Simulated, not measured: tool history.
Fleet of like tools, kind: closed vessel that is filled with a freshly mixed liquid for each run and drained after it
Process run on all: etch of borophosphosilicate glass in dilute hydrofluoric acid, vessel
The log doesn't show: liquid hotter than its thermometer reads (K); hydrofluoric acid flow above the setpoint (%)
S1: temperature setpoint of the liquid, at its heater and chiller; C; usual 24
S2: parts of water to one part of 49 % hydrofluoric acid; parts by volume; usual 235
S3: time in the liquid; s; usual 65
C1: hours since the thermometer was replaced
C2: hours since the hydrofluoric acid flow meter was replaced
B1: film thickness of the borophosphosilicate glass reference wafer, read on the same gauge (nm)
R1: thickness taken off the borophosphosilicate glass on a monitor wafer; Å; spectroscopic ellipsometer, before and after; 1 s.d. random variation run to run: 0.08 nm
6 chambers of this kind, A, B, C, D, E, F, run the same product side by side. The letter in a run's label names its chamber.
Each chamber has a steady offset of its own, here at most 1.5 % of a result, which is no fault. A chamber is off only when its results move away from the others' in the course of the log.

run 1D hour=7.5 | S1=24 S2=235 S3=65 | C1=1026.6 C2=1002.9 | B1=109.98 | R1=81.729
run 2F hour=16 | S1=24 S2=235 S3=65 | C1=607.8 C2=1811.8 | B1=109.99 | R1=81.206
-- hour=19.3 chamber B: hydrofluoric acid flow meter replaced
run 3A hour=27.4 | S1=24 S2=235 S3=65 | C1=1630.1 C2=1075.8 | B1=109.99 | R1=82.455
run 4B hour=35.7 | S1=24 S2=235 S3=65 | C1=1071.1 C2=16.5 | B1=110.01 | R1=81.445
run 5E hour=42.5 | S1=24 S2=235 S3=65 | C1=366.8 C2=654.2 | B1=110.01 | R1=82.108
run 6C hour=52 | S1=24 S2=235 S3=65 | C1=399 C2=1186.3 | B1=110.05 | R1=83.167
run 7A hour=61 | S1=24 S2=235 S3=65 | C1=1663.7 C2=1109.4 | B1=110.02 | R1=83.277
run 8C hour=69.9 | S1=24 S2=235 S3=65 | C1=416.9 C2=1204.2 | B1=110.05 | R1=82.796
run 9B hour=81.4 | S1=24 S2=235 S3=65 | C1=1116.8 C2=62.2 | B1=109.99 | R1=83.106
run 10E hour=87 | S1=24 S2=235 S3=65 | C1=411.3 C2=698.7 | B1=110.01 | R1=80.445
run 11D hour=97 | S1=24 S2=235 S3=65 | C1=1116.1 C2=1092.4 | B1=109.97 | R1=80.931
run 12F hour=104.4 | S1=24 S2=235 S3=65 | C1=696.2 C2=1900.2 | B1=110.01 | R1=82.417
run 13C hour=112.2 | S1=24 S2=235 S3=65 | C1=459.2 C2=1246.5 | B1=109.99 | R1=81.419
run 14F hour=118.3 | S1=24 S2=175 S3=40 | C1=710.1 C2=1914.1 | B1=110.07 | R1=71.266
run 15A hour=129.9 | S1=24 S2=175 S3=40 | C1=1732.6 C2=1178.3 | B1=110 | R1=75.814
-- hour=132.9 chamber A: thermometer replaced
run 16D hour=135 | S1=24 S2=175 S3=40 | C1=1154.1 C2=1130.4 | B1=110.04 | R1=71.055
run 17E hour=143.6 | S1=24 S2=175 S3=40 | C1=467.9 C2=755.3 | B1=110 | R1=71.335
run 18B hour=149.8 | S1=24 S2=175 S3=40 | C1=1185.2 C2=130.6 | B1=110.02 | R1=72.421
run 19A hour=155.1 | S1=24 S2=175 S3=40 | C1=22.2 C2=1203.5 | B1=110.02 | R1=74.084
run 20C hour=162.4 | S1=24 S2=235 S3=65 | C1=509.4 C2=1296.7 | B1=110.01 | R1=81.115
run 21D hour=169.4 | S1=24 S2=235 S3=65 | C1=1188.5 C2=1164.8 | B1=110.05 | R1=81.47
run 22E hour=179.5 | S1=24 S2=235 S3=65 | C1=503.8 C2=791.2 | B1=110 | R1=81.611
run 23F hour=190 | S1=24 S2=235 S3=65 | C1=781.8 C2=1985.8 | B1=110.04 | R1=81.2
run 24B hour=198.9 | S1=24 S2=235 S3=65 | C1=1234.3 C2=179.7 | B1=109.98 | R1=81.768
run 25D hour=207.4 | S1=24 S2=235 S3=65 | C1=1226.5 C2=1202.8 | B1=110 | R1=82.897
run 26C hour=216 | S1=24 S2=235 S3=65 | C1=563 C2=1350.3 | B1=110.02 | R1=81.733
run 27B hour=222.4 | S1=24 S2=235 S3=65 | C1=1257.8 C2=203.2 | B1=110.01 | R1=80.971
run 28F hour=228.7 | S1=24 S2=235 S3=65 | C1=820.5 C2=2024.5 | B1=109.98 | R1=81.496
run 29E hour=234.5 | S1=24 S2=235 S3=65 | C1=558.8 C2=846.2 | B1=109.99 | R1=81.409
run 30A hour=243.7 | S1=24 S2=235 S3=65 | C1=110.8 C2=1292.1 | B1=109.99 | R1=87.945
run 31B hour=253.2 | S1=24 S2=235 S3=65 | C1=1288.6 C2=234 | B1=109.96 | R1=80.816
run 32E hour=259.2 | S1=24 S2=235 S3=65 | C1=583.5 C2=870.9 | B1=110.01 | R1=81.283
run 33D hour=266.4 | S1=24 S2=235 S3=65 | C1=1285.5 C2=1261.8 | B1=109.98 | R1=81.54
run 34A hour=277.9 | S1=24 S2=235 S3=65 | C1=145 C2=1326.3 | B1=109.97 | R1=89.237
run 35C hour=285.4 | S1=24 S2=235 S3=65 | C1=632.4 C2=1419.7 | B1=109.97 | R1=81.509
run 36F hour=296.1 | S1=24 S2=235 S3=65 | C1=887.9 C2=2091.9 | B1=110.04 | R1=82.765
run 37A hour=304.2 | S1=24 S2=235 S3=45 | C1=171.3 C2=1352.6 | B1=109.96 | R1=61.793
run 38E hour=314.8 | S1=24 S2=235 S3=45 | C1=639.1 C2=926.5 | B1=110 | R1=55.673
run 39B hour=322.7 | S1=24 S2=235 S3=45 | C1=1358.1 C2=303.5 | B1=110.05 | R1=56.288
run 40D hour=331.4 | S1=24 S2=235 S3=45 | C1=1350.5 C2=1326.8 | B1=110.01 | R1=56.576

Has any chamber moved away from the others, gradually or after a service, or does the common gauge drift, or do the chambers differ only by their own small steady offsets? State the chamber and the most likely cause if one applies.

One chamber, A, drifts off from the rest bit by bit.
Likeliest cause: hydrofluoric acid flow above the setpoint (%) = 8.88.

Below are 4 candidate recipes for chamber A's next run, each the usual settings with a change, their results shown as question marks. Which of them brings A's results back in line with what the other chambers give on the usual settings?
A result is in line if it is within this distance of the other chambers' mean on the usual settings: R1 2.8 Å
run 41A-1 hour=339.9 | S1=23.5 S2=235 S3=60 | R1=?
run 41A-2 hour=339.9 | S1=24 S2=195 S3=65 | R1=?
run 41A-3 hour=339.9 | S1=23.5 S2=260 S3=60 | R1=?
run 41A-4 hour=339.9 | S1=24 S2=215 S3=65 | R1=?

Other chambers, usual settings, mean: R1 81.808 Å
run=41A-1 R1=82.55
run=41A-2 R1=114.63
run=41A-3 R1=72.734
run=41A-4 R1=101.71
The answer is 41A-1, which returns the chamber to within the allowed miss of the others.
